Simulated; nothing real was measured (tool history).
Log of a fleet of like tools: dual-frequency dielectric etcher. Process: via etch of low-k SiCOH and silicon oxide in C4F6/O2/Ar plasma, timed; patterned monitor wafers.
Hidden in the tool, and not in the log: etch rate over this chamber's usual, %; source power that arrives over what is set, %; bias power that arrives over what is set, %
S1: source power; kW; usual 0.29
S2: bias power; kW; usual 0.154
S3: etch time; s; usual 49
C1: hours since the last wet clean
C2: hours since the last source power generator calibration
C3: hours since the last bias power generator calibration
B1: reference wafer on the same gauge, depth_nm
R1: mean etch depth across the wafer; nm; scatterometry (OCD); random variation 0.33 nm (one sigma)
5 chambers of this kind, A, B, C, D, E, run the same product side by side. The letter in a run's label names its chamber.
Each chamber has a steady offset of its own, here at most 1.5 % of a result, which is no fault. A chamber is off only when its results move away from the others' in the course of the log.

{"run": "1C", "hour": 8.9, "S1": 0.29, "S2": 0.154, "S3": 49, "C1": 419.4, "C2": 2485.5, "C3": 2066.6, "B1": 80.307, "R1": 97.184}
{"run": "2E", "hour": 15.6, "S1": 0.29, "S2": 0.154, "S3": 49, "C1": 275.6, "C2": 2616.1, "C3": 1013, "B1": 80.41, "R1": 97.067}
{"run": "3A", "hour": 24.9, "S1": 0.29, "S2": 0.154, "S3": 49, "C1": 353.7, "C2": 4734.8, "C3": 1143, "B1": 80.266, "R1": 98.263}
{"run": "4B", "hour": 38.0, "S1": 0.29, "S2": 0.154, "S3": 49, "C1": 195.8, "C2": 523.4, "C3": 260.1, "B1": 80.231, "R1": 96.786}
{"run": "5D", "hour": 50.4, "S1": 0.29, "S2": 0.154, "S3": 49, "C1": 271.2, "C2": 1265.3, "C3": 806.5, "B1": 80.345, "R1": 97.539}
{"run": "6C", "hour": 57.7, "S1": 0.29, "S2": 0.154, "S3": 49, "C1": 468.2, "C2": 2534.3, "C3": 2115.4, "B1": 80.334, "R1": 97.486}
{"run": "7B", "hour": 69.9, "S1": 0.29, "S2": 0.154, "S3": 49, "C1": 227.7, "C2": 555.3, "C3": 292, "B1": 80.296, "R1": 95.801}
{"hour": 71.5, "done": "chamber C: wet clean of the chamber"}
{"run": "8D", "hour": 84.0, "S1": 0.29, "S2": 0.154, "S3": 49, "C1": 304.8, "C2": 1298.9, "C3": 840.1, "B1": 80.368, "R1": 97.775}
{"run": "9E", "hour": 90.6, "S1": 0.29, "S2": 0.154, "S3": 49, "C1": 350.6, "C2": 2691.1, "C3": 1088, "B1": 80.321, "R1": 97.494}
{"run": "10A", "hour": 97.3, "S1": 0.29, "S2": 0.154, "S3": 49, "C1": 426.1, "C2": 4807.2, "C3": 1215.4, "B1": 80.326, "R1": 98.144}
{"run": "11D", "hour": 104.0, "S1": 0.29, "S2": 0.154, "S3": 49, "C1": 324.8, "C2": 1318.9, "C3": 860.1, "B1": 80.285, "R1": 97.565}
{"run": "12C", "hour": 112.9, "S1": 0.23, "S2": 0.119, "S3": 49, "C1": 41.4, "C2": 2589.5, "C3": 2170.6, "B1": 80.334, "R1": 82.388}
{"run": "13E", "hour": 122.6, "S1": 0.23, "S2": 0.119, "S3": 49, "C1": 382.6, "C2": 2723.1, "C3": 1120, "B1": 80.318, "R1": 81.645}
{"run": "14B", "hour": 135.1, "S1": 0.23, "S2": 0.119, "S3": 49, "C1": 292.9, "C2": 620.5, "C3": 357.2, "B1": 80.313, "R1": 80.864}
{"run": "15A", "hour": 143.2, "S1": 0.23, "S2": 0.119, "S3": 49, "C1": 472, "C2": 4853.1, "C3": 1261.3, "B1": 80.269, "R1": 82.663}
{"run": "16D", "hour": 155.8, "S1": 0.23, "S2": 0.119, "S3": 49, "C1": 376.6, "C2": 1370.7, "C3": 911.9, "B1": 80.329, "R1": 82.529}
{"run": "17B", "hour": 168.6, "S1": 0.29, "S2": 0.154, "S3": 49, "C1": 326.4, "C2": 654, "C3": 390.7, "B1": 80.322, "R1": 96.118}
{"run": "18C", "hour": 179.0, "S1": 0.29, "S2": 0.134, "S3": 49, "C1": 107.5, "C2": 2655.6, "C3": 2236.7, "B1": 80.312, "R1": 93.524}
{"run": "19E", "hour": 192.2, "S1": 0.29, "S2": 0.134, "S3": 49, "C1": 452.2, "C2": 2792.7, "C3": 1189.6, "B1": 80.248, "R1": 92.951}
{"run": "20A", "hour": 200.2, "S1": 0.29, "S2": 0.134, "S3": 49, "C1": 529, "C2": 4910.1, "C3": 1318.3, "B1": 80.341, "R1": 94.29}
{"hour": 211.1, "done": "chamber D: wet clean of the chamber"}
{"run": "21C", "hour": 211.5, "S1": 0.29, "S2": 0.134, "S3": 49, "C1": 140, "C2": 2688.1, "C3": 2269.2, "B1": 80.294, "R1": 93.658}
{"run": "22A", "hour": 221.8, "S1": 0.29, "S2": 0.134, "S3": 49, "C1": 550.6, "C2": 4931.7, "C3": 1339.9, "B1": 80.264, "R1": 94.193}
{"run": "23E", "hour": 228.8, "S1": 0.29, "S2": 0.154, "S3": 49, "C1": 488.8, "C2": 2829.3, "C3": 1226.2, "B1": 80.282, "R1": 97.266}
{"hour": 239.1, "done": "chamber A: wet clean of the chamber"}
{"run": "24B", "hour": 242.4, "S1": 0.29, "S2": 0.154, "S3": 49, "C1": 400.2, "C2": 727.8, "C3": 464.5, "B1": 80.381, "R1": 96.86}
{"run": "25D", "hour": 253.7, "S1": 0.29, "S2": 0.154, "S3": 49, "C1": 42.6, "C2": 1468.6, "C3": 1009.8, "B1": 80.276, "R1": 97.192}
{"hour": 257.3, "done": "chamber E: wet clean of the chamber"}
{"run": "26D", "hour": 262.8, "S1": 0.29, "S2": 0.154, "S3": 49, "C1": 51.7, "C2": 1477.7, "C3": 1018.9, "B1": 80.278, "R1": 97.708}
{"run": "27B", "hour": 277.7, "S1": 0.29, "S2": 0.154, "S3": 49, "C1": 435.5, "C2": 763.1, "C3": 499.8, "B1": 80.35, "R1": 95.874}
{"run": "28A", "hour": 292.3, "S1": 0.29, "S2": 0.154, "S3": 49, "C1": 53.3, "C2": 5002.2, "C3": 1410.4, "B1": 80.299, "R1": 97.999}
{"run": "29C", "hour": 299.0, "S1": 0.29, "S2": 0.154, "S3": 49, "C1": 227.5, "C2": 2775.6, "C3": 2356.7, "B1": 80.309, "R1": 96.979}
{"run": "30E", "hour": 306.8, "S1": 0.29, "S2": 0.154, "S3": 49, "C1": 49.6, "C2": 2907.3, "C3": 1304.2, "B1": 80.367, "R1": 101.23}
{"run": "31C", "hour": 319.7, "S1": 0.29, "S2": 0.154, "S3": 49, "C1": 248.2, "C2": 2796.3, "C3": 2377.4, "B1": 80.413, "R1": 97.725}
{"run": "32B", "hour": 331.9, "S1": 0.29, "S2": 0.154, "S3": 49, "C1": 489.7, "C2": 817.3, "C3": 554, "B1": 80.367, "R1": 95.966}
{"run": "33A", "hour": 338.7, "S1": 0.29, "S2": 0.154, "S3": 49, "C1": 99.7, "C2": 5048.6, "C3": 1456.8, "B1": 80.224, "R1": 98.242}
{"run": "34D", "hour": 353.3, "S1": 0.29, "S2": 0.154, "S3": 49, "C1": 142.2, "C2": 1568.2, "C3": 1109.4, "B1": 80.341, "R1": 97.674}
{"run": "35E", "hour": 360.5, "S1": 0.29, "S2": 0.154, "S3": 49, "C1": 103.3, "C2": 2961, "C3": 1357.9, "B1": 80.305, "R1": 101.51}
{"run": "36B", "hour": 371.7, "S1": 0.29, "S2": 0.154, "S3": 49, "C1": 529.5, "C2": 857.1, "C3": 593.8, "B1": 80.323, "R1": 96.917}
{"hour": 379.1, "done": "chamber B: wet clean of the chamber"}
{"run": "37C", "hour": 380.3, "S1": 0.29, "S2": 0.154, "S3": 41, "C1": 308.8, "C2": 2856.9, "C3": 2438, "B1": 80.236, "R1": 81.23}
{"hour": 385.6, "done": "chamber A: source power generator calibrated"}
{"run": "38E", "hour": 394.5, "S1": 0.29, "S2": 0.154, "S3": 41, "C1": 137.3, "C2": 2995, "C3": 1391.9, "B1": 80.386, "R1": 85.245}
{"run": "39A", "hour": 406.6, "S1": 0.29, "S2": 0.154, "S3": 41, "C1": 167.6, "C2": 21.1, "C3": 1524.7, "B1": 80.341, "R1": 82.101}
{"run": "40D", "hour": 413.1, "S1": 0.29, "S2": 0.154, "S3": 41, "C1": 202, "C2": 1628, "C3": 1169.2, "B1": 80.296, "R1": 81.155}
{"run": "41E", "hour": 425.4, "S1": 0.29, "S2": 0.154, "S3": 41, "C1": 168.2, "C2": 3025.9, "C3": 1422.8, "B1": 80.305, "R1": 84.742}
{"run": "42B", "hour": 433.0, "S1": 0.29, "S2": 0.171, "S3": 37, "C1": 53.9, "C2": 918.4, "C3": 655.1, "B1": 80.323, "R1": 75.458}
{"run": "43D", "hour": 443.4, "S1": 0.29, "S2": 0.171, "S3": 37, "C1": 232.3, "C2": 1658.3, "C3": 1199.5, "B1": 80.266, "R1": 75.994}
{"run": "44C", "hour": 453.0, "S1": 0.29, "S2": 0.171, "S3": 37, "C1": 381.5, "C2": 2929.6, "C3": 2510.7, "B1": 80.336, "R1": 75.752}

What goes on in this fleet: one chamber off, a drifting gauge, or nothing beyond the chambers' own small offsets? Name the chamber and the cause, if any.

A service left chamber E off against the others.
Cause: etch rate over this chamber's usual, % = 4.89.

Here are 4 candidates for chamber E's next run, each the usual settings with a change, their results left as question marks. Which one brings its results back in line with what the others give on the usual settings?
In line means no further than this from the other chambers' mean on the usual settings: R1 1.2 nm
{"run": "45E-1", "hour": 463.8, "S1": 0.32, "S2": 0.154, "S3": 49, "R1": "?"}
{"run": "45E-2", "hour": 463.8, "S1": 0.29, "S2": 0.153, "S3": 47, "R1": "?"}
{"run": "45E-3", "hour": 463.8, "S1": 0.28, "S2": 0.152, "S3": 49, "R1": "?"}
{"run": "45E-4", "hour": 463.8, "S1": 0.3, "S2": 0.154, "S3": 49, "R1": "?"}

The other chambers' mean on the usual settings: R1 97.32 nm
run=45E-1 R1=105.38
run=45E-2 R1=97.063
run=45E-3 R1=99.611
run=45E-4 R1=102.75
45E-2 brings the chamber back in line.
